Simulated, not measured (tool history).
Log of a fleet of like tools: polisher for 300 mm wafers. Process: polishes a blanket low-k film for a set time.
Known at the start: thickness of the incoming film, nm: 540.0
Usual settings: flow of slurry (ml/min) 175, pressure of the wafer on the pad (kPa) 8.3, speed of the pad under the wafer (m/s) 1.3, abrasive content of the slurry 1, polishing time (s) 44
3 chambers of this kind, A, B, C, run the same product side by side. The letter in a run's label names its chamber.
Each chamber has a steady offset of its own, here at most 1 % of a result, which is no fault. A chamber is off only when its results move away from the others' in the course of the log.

run,hour,flow of slurry (ml/min),pressure of the wafer on the pad (kPa),speed of the pad under the wafer (m/s),abrasive content of the slurry,polishing time (s),wafers polished on this pad,hours since the slurry nozzle was cleaned,hours since the head pressure was calibrated,hours since the slurry blender was calibrated,hours since the conditioning disc was replaced,film removed (angstrom)
1A,10.1,175,8.3,1.3,1,44,657,721.2,274.1,99.2,340,149.64
# hour 18.1: chamber A: worn pad replaced by a new one
2C,18.8,175,8.3,1.3,1,44,564,362.9,462.4,177.6,167.2,151.41
# hour 19.1: chamber C: slurry blender recalibrated
3B,33.2,175,8.3,1.3,1,44,581,295.5,52.6,196.7,311.8,151.93
# hour 38.1: chamber B: worn pad replaced by a new one
4B,46,175,8.3,1.3,1,44,88,308.3,65.4,209.5,324.6,152.5
# hour 49.5: chamber C: worn pad replaced by a new one
5C,58.3,175,8.3,1.3,1,44,97,402.4,501.9,39.2,206.7,150.43
6A,68.7,175,8.3,1.3,1,44,559,779.8,332.7,157.8,398.6,151.54
7C,80.6,175,8.3,1.3,1,44,344,424.7,524.2,61.5,229,150.5
# hour 81.3: chamber C: conditioning disc replaced and pad reconditioned
# hour 86.9: chamber C: slurry nozzle cleaned
8A,88.8,175,8.3,1.3,1,44,781,799.9,352.8,177.9,418.7,150.62
# hour 90.4: chamber A: conditioning disc replaced and pad reconditioned
# hour 99.4: chamber B: conditioning disc replaced and pad reconditioned
9B,100.2,155,8.3,1.68,1,44,687,362.5,119.6,263.7,0.9,180.02
# hour 101.5: chamber B: worn pad replaced by a new one
# hour 103.9: chamber A: worn pad replaced by a new one
10C,107.5,155,8.3,1.68,1,44,641,20.6,551.1,88.4,26.3,183.66
11B,121,155,8.3,1.68,1,44,215,383.3,140.4,284.5,21.7,178.5
# hour 125.2: chamber B: slurry blender recalibrated
# hour 133.1: chamber A: slurry nozzle cleaned
12A,134.7,175,8.3,1.3,1,44,340,1.7,398.7,223.8,44.4,151.12
13A,145.7,175,8.3,1.3,1,44,462,12.7,409.7,234.8,55.4,151.12
# hour 150.5: chamber C: worn pad replaced by a new one
# hour 151.6: chamber B: worn pad replaced by a new one
14C,155.7,175,8.3,1.16,1,44,58,68.8,599.3,136.6,74.5,139.26
15B,170.8,175,8.3,1.16,1,44,212,433.1,190.2,45.6,71.5,134.96
16B,183.4,175,8.3,1.16,1,44,351,445.7,202.8,58.2,84.1,134.07
# hour 188: chamber A: worn pad replaced by a new one
17C,194.3,175,8.3,1.3,1,44,484,107.4,637.9,175.2,113.1,151.23
18A,205.4,140,8.3,1.3,1.1,44,192,72.4,469.4,294.5,115.1,153.88
# hour 211.4: chamber B: worn pad replaced by a new one
19A,214.5,140,8.3,1.3,1.1,44,292,81.5,478.5,303.6,124.2,152.09
20B,226.2,140,8.3,1.3,1.1,44,164,488.5,245.6,101,126.9,143.92
21C,240.5,175,8.3,1.3,1,44,995,153.6,684.1,221.4,159.3,151
# hour 242.7: chamber C: worn pad replaced by a new one
# hour 248: chamber C: slurry blender recalibrated
22A,252.2,175,8.3,1.3,1,44,709,119.2,516.2,341.3,161.9,151.64
# hour 260.8: chamber B: worn pad replaced by a new one
23C,266.2,175,8.3,1.3,1,44,260,179.3,709.8,18.3,185,150.39
24B,273,175,8.3,1.3,1,44,135,535.3,292.4,147.8,173.7,143.59
25C,282.4,175,8.3,1.3,1,44,439,195.5,726,34.5,201.2,150.58

Is one chamber off against the others, does the gauge drift, or is nothing wrong? If a chamber is off, say which, and what the likeliest cause is.

Chamber B drifts away from the others.
Cause: slurry flow missing at the pad, % = 32.2.
The log may not tell that from: head's pressure below its setpoint, %.

Here are 4 candidates for chamber B's next run, each the usual settings with a change, their results left as question marks. Which one brings its results back in line with what the others give on the usual settings?
In line means no further than this from the other chambers' mean on the usual settings: film removed (angstrom) 3.6
26B-1,293.4,175,8.3,1.3,1,41,,,,,,?
26B-2,293.4,175,8.3,1.3,0.8,44,,,,,,?
26B-3,293.4,175,9,1.3,1,46,,,,,,?
26B-4,293.4,175,8.3,1.34,1,46,,,,,,?

The other chambers' mean on the usual settings: film removed (angstrom) 151.04
run,film removed (angstrom)
26B-1,132
26B-2,127.31
26B-3,160.32
26B-4,151.79
26B-4 brings the chamber back in line.

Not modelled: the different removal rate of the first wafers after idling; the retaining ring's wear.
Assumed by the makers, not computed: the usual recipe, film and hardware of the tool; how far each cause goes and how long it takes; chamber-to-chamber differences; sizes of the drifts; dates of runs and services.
